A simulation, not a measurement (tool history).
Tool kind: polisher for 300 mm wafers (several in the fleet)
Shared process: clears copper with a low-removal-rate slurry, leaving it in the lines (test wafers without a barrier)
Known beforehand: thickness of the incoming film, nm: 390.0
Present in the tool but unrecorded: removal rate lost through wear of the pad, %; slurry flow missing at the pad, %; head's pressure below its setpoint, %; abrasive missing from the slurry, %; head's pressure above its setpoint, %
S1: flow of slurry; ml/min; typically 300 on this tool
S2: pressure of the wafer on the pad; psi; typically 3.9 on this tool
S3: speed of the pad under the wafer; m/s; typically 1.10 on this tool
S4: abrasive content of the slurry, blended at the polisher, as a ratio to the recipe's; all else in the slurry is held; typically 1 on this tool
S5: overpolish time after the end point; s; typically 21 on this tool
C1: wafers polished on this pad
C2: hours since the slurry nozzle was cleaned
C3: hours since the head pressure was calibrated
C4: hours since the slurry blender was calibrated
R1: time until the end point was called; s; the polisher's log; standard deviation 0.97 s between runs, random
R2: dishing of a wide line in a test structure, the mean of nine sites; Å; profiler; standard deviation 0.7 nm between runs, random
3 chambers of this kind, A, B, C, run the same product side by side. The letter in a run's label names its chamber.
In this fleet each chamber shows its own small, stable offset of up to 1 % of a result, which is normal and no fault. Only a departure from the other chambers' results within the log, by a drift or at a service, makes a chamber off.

{"run": "1B", "day": 0.3, "S1": 300, "S2": 3.9, "S3": 1.1, "S4": 1, "S5": 21, "C1": 758, "C2": 114.6, "C3": 157.4, "C4": 355.1, "R1": 88.71, "R2": 457.0}
{"day": 0.471, "done": "chamber C: worn pad replaced by a new one"}
{"day": 0.775, "done": "chamber B: slurry blender recalibrated"}
{"run": "2A", "day": 0.842, "S1": 300, "S2": 3.9, "S3": 1.1, "S4": 1, "S5": 21, "C1": 619, "C2": 141.8, "C3": 368.6, "C4": 108.9, "R1": 88.659, "R2": 459.72}
{"run": "3C", "day": 1.171, "S1": 300, "S2": 3.9, "S3": 1.1, "S4": 1, "S5": 21, "C1": 153, "C2": 43.8, "C3": 402.0, "C4": 244.1, "R1": 87.95, "R2": 460.67}
{"day": 1.508, "done": "chamber A: worn pad replaced by a new one"}
{"run": "4C", "day": 1.7, "S1": 300, "S2": 3.9, "S3": 1.1, "S4": 1, "S5": 21, "C1": 268, "C2": 56.5, "C3": 414.7, "C4": 256.8, "R1": 88.582, "R2": 457.03}
{"run": "5B", "day": 2.233, "S1": 300, "S2": 3.9, "S3": 0.94, "S4": 1, "S5": 10, "C1": 1179, "C2": 161.0, "C3": 203.8, "C4": 35.1, "R1": 102.0, "R2": 239.52}
{"day": 2.308, "done": "chamber A: slurry blender recalibrated"}
{"run": "6A", "day": 2.558, "S1": 300, "S2": 3.9, "S3": 0.94, "S4": 1, "S5": 10, "C1": 228, "C2": 183.0, "C3": 409.8, "C4": 6.1, "R1": 101.69, "R2": 237.49}
{"run": "7B", "day": 2.9, "S1": 300, "S2": 3.9, "S3": 0.94, "S4": 1, "S5": 10, "C1": 1324, "C2": 177.0, "C3": 219.8, "C4": 51.1, "R1": 103.4, "R2": 244.71}
{"day": 3.058, "done": "chamber B: worn pad replaced by a new one"}
{"run": "8C", "day": 3.438, "S1": 300, "S2": 3.9, "S3": 1.1, "S4": 1, "S5": 21, "C1": 646, "C2": 98.2, "C3": 456.4, "C4": 298.5, "R1": 87.049, "R2": 458.01}
{"run": "9A", "day": 3.738, "S1": 300, "S2": 3.9, "S3": 1.1, "S4": 1, "S5": 21, "C1": 485, "C2": 211.3, "C3": 438.1, "C4": 34.4, "R1": 89.41, "R2": 450.94}
{"run": "10B", "day": 4.3, "S1": 340, "S2": 4.6, "S3": 1.1, "S4": 1, "S5": 21, "C1": 270, "C2": 210.6, "C3": 253.4, "C4": 84.7, "R1": 74.063, "R2": 507.48}
{"run": "11C", "day": 4.6, "S1": 340, "S2": 4.6, "S3": 1.1, "S4": 1, "S5": 21, "C1": 899, "C2": 126.1, "C3": 484.3, "C4": 326.4, "R1": 73.519, "R2": 497.92}
{"run": "12A", "day": 4.883, "S1": 340, "S2": 4.6, "S3": 1.1, "S4": 1, "S5": 21, "C1": 735, "C2": 238.8, "C3": 465.6, "C4": 61.9, "R1": 76.848, "R2": 494.34}
{"day": 4.917, "done": "chamber B: slurry nozzle cleaned"}
{"day": 5.312, "done": "chamber A: worn pad replaced by a new one"}
{"run": "13A", "day": 5.346, "S1": 300, "S2": 3.9, "S3": 1.1, "S4": 1, "S5": 21, "C1": 8, "C2": 249.9, "C3": 476.7, "C4": 73.0, "R1": 92.129, "R2": 438.65}
{"run": "14C", "day": 5.821, "S1": 300, "S2": 3.9, "S3": 1.1, "S4": 1, "S5": 21, "C1": 1165, "C2": 155.4, "C3": 513.6, "C4": 355.7, "R1": 88.326, "R2": 459.29}
{"day": 5.862, "done": "chamber C: slurry blender recalibrated"}
{"day": 6.242, "done": "chamber C: worn pad replaced by a new one"}
{"run": "15B", "day": 6.342, "S1": 300, "S2": 3.9, "S3": 1.1, "S4": 1, "S5": 21, "C1": 715, "C2": 34.2, "C3": 302.4, "C4": 133.7, "R1": 86.583, "R2": 455.28}
{"run": "16A", "day": 6.825, "S1": 300, "S2": 3.9, "S3": 1.1, "S4": 1, "S5": 21, "C1": 330, "C2": 285.4, "C3": 512.2, "C4": 108.5, "R1": 94.384, "R2": 438.31}
{"run": "17B", "day": 7.154, "S1": 260, "S2": 3.9, "S3": 1.1, "S4": 1, "S5": 32, "C1": 891, "C2": 53.7, "C3": 321.9, "C4": 153.2, "R1": 88.156, "R2": 554.4}
{"run": "18C", "day": 7.567, "S1": 260, "S2": 3.9, "S3": 1.1, "S4": 1, "S5": 32, "C1": 288, "C2": 197.3, "C3": 555.5, "C4": 41.0, "R1": 90.267, "R2": 546.13}
{"run": "19C", "day": 8.054, "S1": 260, "S2": 3.9, "S3": 1.1, "S4": 1, "S5": 32, "C1": 394, "C2": 209.0, "C3": 567.2, "C4": 52.7, "R1": 88.125, "R2": 551.64}
{"day": 8.45, "done": "chamber A: worn pad replaced by a new one"}
{"run": "20B", "day": 8.554, "S1": 300, "S2": 3.9, "S3": 1.1, "S4": 1, "S5": 21, "C1": 1196, "C2": 87.3, "C3": 355.5, "C4": 186.8, "R1": 88.019, "R2": 445.38}
{"run": "21A", "day": 9.058, "S1": 300, "S2": 3.9, "S3": 1.1, "S4": 1, "S5": 21, "C1": 133, "C2": 339.0, "C3": 565.8, "C4": 162.1, "R1": 95.831, "R2": 423.75}
{"day": 9.062, "done": "chamber C: head pressure recalibrated"}
{"day": 9.088, "done": "chamber B: worn pad replaced by a new one"}
{"run": "22B", "day": 9.483, "S1": 300, "S2": 3.9, "S3": 1.1, "S4": 1, "S5": 21, "C1": 86, "C2": 109.6, "C3": 377.8, "C4": 209.1, "R1": 87.876, "R2": 451.31}
{"run": "23C", "day": 9.933, "S1": 300, "S2": 3.9, "S3": 1.1, "S4": 1, "S5": 21, "C1": 804, "C2": 254.1, "C3": 20.9, "C4": 97.8, "R1": 88.077, "R2": 439.61}

One chamber off, gauge drift, or nothing amiss beyond the chambers' own small offsets? If it is a chamber, which one, and what is the likeliest cause?

It is chamber A that slowly wanders off from its peers.
Likeliest cause: head's pressure below its setpoint, % = 10.6.

Chamber A could run next with any of the 4 candidate recipes listed below; each alters the usual settings, and their results appear as question marks. Which one brings its results back in line with what the other chambers deliver on the usual settings?
A result is in line if it is within this distance of the other chambers' mean on the usual settings: R1 3.400 s; R2 24.00 Å
{"run": "24A-1", "day": 10.346, "S1": 305, "S2": 4.3, "S3": 1.2, "S4": 1, "S5": 22, "R1": "?", "R2": "?"}
{"run": "24A-2", "day": 10.346, "S1": 300, "S2": 4.1, "S3": 1.16, "S4": 1, "S5": 21, "R1": "?", "R2": "?"}
{"run": "24A-3", "day": 10.346, "S1": 300, "S2": 3.7, "S3": 1.04, "S4": 1, "S5": 21, "R1": "?", "R2": "?"}
{"run": "24A-4", "day": 10.346, "S1": 295, "S2": 3.5, "S3": 1.0, "S4": 1, "S5": 21, "R1": "?", "R2": "?"}

Mean of the other chambers on the usual settings: R1 87.705 s; R2 453.08 Å
run=24A-1 R1=81.163 R2=482.42
run=24A-2 R1=88.192 R2=448.98
run=24A-3 R1=109.020 R2=394.00
run=24A-4 R1=120.050 R2=369.50
24A-2 puts the chamber back in line with the other chambers.
